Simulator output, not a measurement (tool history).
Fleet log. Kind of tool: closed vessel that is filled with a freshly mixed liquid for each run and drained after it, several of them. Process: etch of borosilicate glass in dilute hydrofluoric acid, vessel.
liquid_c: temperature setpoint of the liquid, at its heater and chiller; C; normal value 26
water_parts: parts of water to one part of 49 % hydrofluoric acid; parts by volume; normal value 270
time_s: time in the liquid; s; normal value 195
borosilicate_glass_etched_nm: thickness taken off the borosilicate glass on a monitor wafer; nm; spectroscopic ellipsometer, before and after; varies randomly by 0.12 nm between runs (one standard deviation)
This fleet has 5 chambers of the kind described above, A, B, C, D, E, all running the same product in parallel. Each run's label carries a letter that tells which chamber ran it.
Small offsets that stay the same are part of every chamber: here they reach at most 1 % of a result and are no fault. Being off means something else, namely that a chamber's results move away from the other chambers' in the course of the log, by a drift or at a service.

| run | hour | liquid_c | water_parts | time_s | hours since the thermometer was replaced | hours since the hydrofluoric acid flow meter was replaced | read-back film thickness of the borosilicate glass reference wafer, read on the same gauge (nm) | borosilicate_glass_etched_nm |
|---|---|---|---|---|---|---|---|---|
| 1A | 4.0 | 26 | 270 | 195 | 768.0 | 1347.5 | 30.007 | 27.155 |
| 2B | 8.6 | 26 | 270 | 195 | 580.7 | 659.7 | 30.008 | 27.294 |
| 3C | 12.7 | 26 | 270 | 195 | 410.2 | 678.1 | 30.018 | 27.354 |
| 4E | 16.6 | 26 | 270 | 195 | 275.8 | 103.3 | 30.035 | 27.613 |
| 5D | 20.2 | 26 | 140 | 290 | 650.3 | 482.6 | 30.048 | 90.045 |
| 6C | 22.5 | 26 | 140 | 290 | 420.0 | 687.9 | 29.971 | 90.400 |
| 7A | 26.6 | 26 | 140 | 290 | 790.6 | 1370.1 | 30.011 | 89.369 |
| 8E | 30.8 | 26 | 140 | 290 | 290.0 | 117.5 | 29.975 | 91.812 |
| 9D | 34.0 | 26 | 140 | 290 | 664.1 | 496.4 | 30.036 | 90.053 |
| 10B | 38.0 | 26 | 270 | 195 | 610.1 | 689.1 | 30.005 | 27.352 |
| 11A | 40.1 | 26 | 270 | 195 | 804.1 | 1383.6 | 29.973 | 27.392 |
| 12C | 44.6 | 26 | 270 | 195 | 442.1 | 710.0 | 29.963 | 27.417 |
| 13B | 48.7 | 26 | 270 | 195 | 620.8 | 699.8 | 30.025 | 27.278 |
| 14E | 53.1 | 26 | 270 | 195 | 312.3 | 139.8 | 30.028 | 27.590 |
| 15D | 57.4 | 26 | 270 | 195 | 687.5 | 519.8 | 30.000 | 27.422 |
| 16E | 59.8 | 26 | 270 | 195 | 319.0 | 146.5 | 29.998 | 27.457 |
| 17C | 61.9 | 26 | 270 | 195 | 459.4 | 727.3 | 30.028 | 27.367 |
| 18B | 64.8 | 26 | 270 | 195 | 636.9 | 715.9 | 29.990 | 27.117 |
| 19A | 67.8 | 26 | 270 | 195 | 831.8 | 1411.3 | 30.015 | 27.434 |
| 20D | 71.0 | 26 | 270 | 195 | 701.1 | 533.4 | 30.002 | 27.280 |
| 21B | 74.4 | 26 | 270 | 195 | 646.5 | 725.5 | 29.983 | 26.848 |
| 22E | 77.6 | 26 | 270 | 195 | 336.8 | 164.3 | 30.010 | 27.591 |
| 23D | 80.3 | 26 | 270 | 195 | 710.4 | 542.7 | 29.982 | 27.492 |
| 24C | 83.7 | 26 | 270 | 195 | 481.2 | 749.1 | 29.991 | 27.374 |
| 25A | 87.2 | 26 | 175 | 235 | 851.2 | 1430.7 | 30.003 | 56.122 |
| 26A | 89.7 | 26 | 175 | 235 | 853.7 | 1433.2 | 29.949 | 56.318 |
| 27E | 93.9 | 26 | 175 | 235 | 353.1 | 180.6 | 29.982 | 56.751 |
| 28B | 97.8 | 26 | 175 | 235 | 669.9 | 748.9 | 29.952 | 55.926 |
| 29D | 102.4 | 26 | 175 | 235 | 732.5 | 564.8 | 29.989 | 56.109 |
| 30C | 105.4 | 26 | 270 | 195 | 502.9 | 770.8 | 30.027 | 27.495 |
| 31A | 108.4 | 26 | 270 | 195 | 872.4 | 1451.9 | 29.990 | 27.389 |
| 32B | 111.1 | 26 | 270 | 195 | 683.2 | 762.2 | 30.025 | 26.735 |
| 33C | 114.5 | 26 | 270 | 195 | 512.0 | 779.9 | 29.982 | 27.548 |
| 34D | 118.3 | 26 | 270 | 195 | 748.4 | 580.7 | 30.038 | 27.366 |
| 35E | 122.3 | 26 | 270 | 195 | 381.5 | 209.0 | 30.042 | 27.538 |
| 36A | 124.5 | 26 | 270 | 195 | 888.5 | 1468.0 | 29.975 | 27.444 |
| 37C | 128.0 | 26 | 270 | 195 | 525.5 | 793.4 | 30.019 | 27.221 |
| 38B | 132.6 | 26 | 270 | 195 | 704.7 | 783.7 | 29.973 | 26.227 |
| 39D | 137.2 | 26 | 270 | 195 | 767.3 | 599.6 | 29.994 | 27.467 |
| 40E | 140.1 | 26 | 270 | 195 | 399.3 | 226.8 | 30.015 | 27.661 |
| 41D | 142.6 | 26 | 200 | 255 | 772.7 | 605.0 | 29.976 | 52.323 |
| 42A | 146.6 | 26 | 200 | 255 | 910.6 | 1490.1 | 30.015 | 51.888 |
| 43E | 150.7 | 26 | 200 | 255 | 409.9 | 237.4 | 30.019 | 52.467 |

Does one chamber stand apart from the rest, does the shared gauge drift, or is all well apart from small per-chamber offsets? Give the chamber and the most likely cause, where there is one.

One chamber, B, drifts off from the rest bit by bit.
Cause: liquid colder than its thermometer reads (K) = 1.37.
From this log alone, it may not be told apart from: hydrofluoric acid flow below the setpoint (%).

Which of the 4 candidates below, each the usual settings with something changed and its results left as question marks, puts chamber B back in line with what the other chambers give on the usual settings?
In line means no further than this from the other chambers' mean on the usual settings: borosilicate_glass_etched_nm 0.430 nm
| 44B-1 | 154.0 | 26.0 | 290 | 195 |  |  |  | ? |
| 44B-2 | 154.0 | 28.5 | 270 | 195 |  |  |  | ? |
| 44B-3 | 154.0 | 26.0 | 270 | 185 |  |  |  | ? |
| 44B-4 | 154.0 | 26.0 | 260 | 195 |  |  |  | ? |

Usual-settings mean across the other chambers: borosilicate_glass_etched_nm 27.443 nm
| run | borosilicate_glass_etched_nm |
|---|---|
| 44B-1 | 23.815 |
| 44B-2 | 28.463 |
| 44B-3 | 24.793 |
| 44B-4 | 27.436 |
44B-4 brings the chamber back in line.
